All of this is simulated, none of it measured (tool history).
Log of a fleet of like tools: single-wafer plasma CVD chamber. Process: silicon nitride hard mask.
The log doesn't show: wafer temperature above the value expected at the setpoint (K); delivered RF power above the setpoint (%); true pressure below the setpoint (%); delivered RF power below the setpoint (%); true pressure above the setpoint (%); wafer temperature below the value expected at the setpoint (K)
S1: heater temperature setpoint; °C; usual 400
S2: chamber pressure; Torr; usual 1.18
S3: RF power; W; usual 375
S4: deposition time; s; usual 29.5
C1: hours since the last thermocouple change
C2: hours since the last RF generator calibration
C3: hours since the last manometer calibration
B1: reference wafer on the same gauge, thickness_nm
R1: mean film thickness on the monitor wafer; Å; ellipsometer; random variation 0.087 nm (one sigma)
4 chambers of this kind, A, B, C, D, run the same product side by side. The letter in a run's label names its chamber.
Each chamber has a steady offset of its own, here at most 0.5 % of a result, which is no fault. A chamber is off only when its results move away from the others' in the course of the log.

| run | hour | S1 | S2 | S3 | S4 | C1 | C2 | C3 | B1 | R1 |
|---|---|---|---|---|---|---|---|---|---|---|
| 1A | 6.1 | 400 | 1.18 | 375 | 29.5 | 1671.7 | 1273.3 | 66.9 | 42.104 | 357.21 |
| 2B | 9.6 | 400 | 1.18 | 375 | 29.5 | 422.2 | 614.7 | 989.2 | 42.106 | 358.54 |
| 3D | 13.7 | 400 | 1.18 | 375 | 29.5 | 888.1 | 661.4 | 948.7 | 42.085 | 359.61 |
| 4C | 18.8 | 400 | 1.18 | 375 | 29.5 | 981.7 | 981.2 | 2468.7 | 42.109 | 356.52 |
| 5A | 24 | 400 | 1.36 | 375 | 29.5 | 1689.6 | 1291.2 | 84.8 | 42.102 | 373.73 |
| 6C | 27.1 | 400 | 1.36 | 375 | 29.5 | 990 | 989.5 | 2477 | 42.088 | 370.35 |
| 7D | 30.9 | 400 | 1.36 | 375 | 29.5 | 905.3 | 678.6 | 965.9 | 42.083 | 373.58 |
| 8B | 36.6 | 400 | 1.36 | 375 | 29.5 | 449.2 | 641.7 | 1016.2 | 42.097 | 376.09 |
| 9A | 41.4 | 400 | 1.18 | 375 | 29.5 | 1707 | 1308.6 | 102.2 | 42.106 | 358.56 |
| 10C | 46.4 | 400 | 1.18 | 375 | 29.5 | 1009.3 | 1008.8 | 2496.3 | 42.108 | 355.52 |
| 11D | 52 | 400 | 1.18 | 375 | 29.5 | 926.4 | 699.7 | 987 | 42.137 | 358.93 |
| 12B | 55 | 400 | 1.18 | 375 | 29.5 | 467.6 | 660.1 | 1034.6 | 42.121 | 359.01 |
| 13B | 59.9 | 400 | 1.18 | 375 | 29.5 | 472.5 | 665 | 1039.5 | 42.114 | 358.28 |
| 14C | 64.1 | 400 | 1.18 | 375 | 29.5 | 1027 | 1026.5 | 2514 | 42.123 | 356.03 |
| 15D | 67.9 | 400 | 1.18 | 375 | 29.5 | 942.3 | 715.6 | 1002.9 | 42.1 | 360.17 |
| 16A | 73.4 | 400 | 1.18 | 375 | 29.5 | 1739 | 1340.6 | 134.2 | 42.115 | 356.82 |
| 17D | 77.4 | 400 | 1.18 | 375 | 29.5 | 951.8 | 725.1 | 1012.4 | 42.126 | 357.89 |
| 18A | 80.4 | 400 | 1.18 | 375 | 29.5 | 1746 | 1347.6 | 141.2 | 42.121 | 357.89 |
| 19B | 84.6 | 400 | 1.18 | 375 | 29.5 | 497.2 | 689.7 | 1064.2 | 42.097 | 359.37 |
| 20C | 91.4 | 400 | 1.18 | 375 | 29.5 | 1054.3 | 1053.8 | 2541.3 | 42.104 | 357.34 |
| 21A | 94.6 | 400 | 1.18 | 375 | 29.5 | 1760.2 | 1361.8 | 155.4 | 42.116 | 358.98 |
| 22D | 99 | 400 | 1.18 | 375 | 29.5 | 973.4 | 746.7 | 1034 | 42.071 | 356.86 |
| 23B | 102.9 | 400 | 1.18 | 375 | 29.5 | 515.5 | 708 | 1082.5 | 42.096 | 359.46 |
|  | 103.3 | chamber B: capacitance manometer re-zeroed and calibrated |
| 24C | 107.3 | 400 | 1.18 | 375 | 29.5 | 1070.2 | 1069.7 | 2557.2 | 42.092 | 356.74 |
| 25A | 111.1 | 400 | 1.18 | 375 | 29.5 | 1776.7 | 1378.3 | 171.9 | 42.103 | 357.13 |
| 26D | 114.4 | 400 | 1.18 | 375 | 29.5 | 988.8 | 762.1 | 1049.4 | 42.088 | 358.29 |
| 27B | 120.8 | 400 | 1.18 | 375 | 29.5 | 533.4 | 725.9 | 17.6 | 42.109 | 351.49 |
| 28C | 125.1 | 400 | 1.18 | 375 | 29.5 | 1088 | 1087.5 | 2575 | 42.11 | 354.58 |
| 29C | 128.6 | 400 | 1.18 | 375 | 29.5 | 1091.5 | 1091 | 2578.5 | 42.121 | 355.99 |
|  | 131.6 | chamber C: capacitance manometer re-zeroed and calibrated |
| 30B | 131.6 | 400 | 1.18 | 375 | 29.5 | 544.2 | 736.7 | 28.4 | 42.093 | 351.9 |
| 31D | 137.5 | 400 | 1.18 | 375 | 29.5 | 1011.9 | 785.2 | 1072.5 | 42.115 | 357.6 |
|  | 141.1 | chamber D: capacitance manometer re-zeroed and calibrated |
| 32A | 141.6 | 400 | 1.18 | 375 | 29.5 | 1807.2 | 1408.8 | 202.4 | 42.098 | 357.51 |
| 33A | 145 | 400 | 1.18 | 375 | 29.5 | 1810.6 | 1412.2 | 205.8 | 42.094 | 357.29 |
| 34C | 148.2 | 400 | 1.18 | 375 | 29.5 | 1111.1 | 1110.6 | 16.7 | 42.087 | 356.07 |
| 35B | 153.2 | 400 | 1.18 | 375 | 29.5 | 565.8 | 758.3 | 50 | 42.088 | 351.75 |
| 36D | 159.7 | 400 | 1.18 | 375 | 29.5 | 1034.1 | 807.4 | 18.6 | 42.096 | 358.82 |
| 37C | 164.7 | 400 | 1.18 | 375 | 29.5 | 1127.6 | 1127.1 | 33.2 | 42.124 | 356.94 |
| 38B | 168.6 | 400 | 1.18 | 375 | 29.5 | 581.2 | 773.7 | 65.4 | 42.108 | 350.39 |
| 39A | 172.5 | 406 | 1.18 | 375 | 29.5 | 1838.1 | 1439.7 | 233.3 | 42.102 | 357.57 |
| 40D | 176.1 | 406 | 1.18 | 375 | 29.5 | 1050.5 | 823.8 | 35 | 42.109 | 358.97 |
| 41D | 180.5 | 406 | 1.18 | 375 | 29.5 | 1054.9 | 828.2 | 39.4 | 42.102 | 358.26 |
| 42B | 187.3 | 406 | 1.18 | 375 | 29.5 | 599.9 | 792.4 | 84.1 | 42.12 | 350.85 |

Is one chamber off against the others, does the gauge drift, or is nothing wrong? If a chamber is off, say which, and what the likeliest cause is.

A service left chamber B off against the others.
Cause: true pressure below the setpoint (%) = 6.19.

Here are 4 candidates for chamber B's next run, each the usual settings with a change, their results left as question marks. Which one brings its results back in line with what the others give on the usual settings?
In line means no further than this from the other chambers' mean on the usual settings: R1 3 Å
| 43B-1 | 192.1 | 400 | 1.16 | 375 | 28.6 |  |  |  |  | ? |
| 43B-2 | 192.1 | 400 | 1.22 | 390 | 29.5 |  |  |  |  | ? |
| 43B-3 | 192.1 | 400 | 1.16 | 370 | 29.5 |  |  |  |  | ? |
| 43B-4 | 192.1 | 400 | 1.2 | 380 | 29.5 |  |  |  |  | ? |

The other chambers' mean on the usual settings: R1 357.33 Å
| run | R1 |
|---|---|
| 43B-1 | 338.43 |
| 43B-2 | 363.86 |
| 43B-3 | 346.12 |
| 43B-4 | 355.99 |
43B-4 brings the chamber back in line.
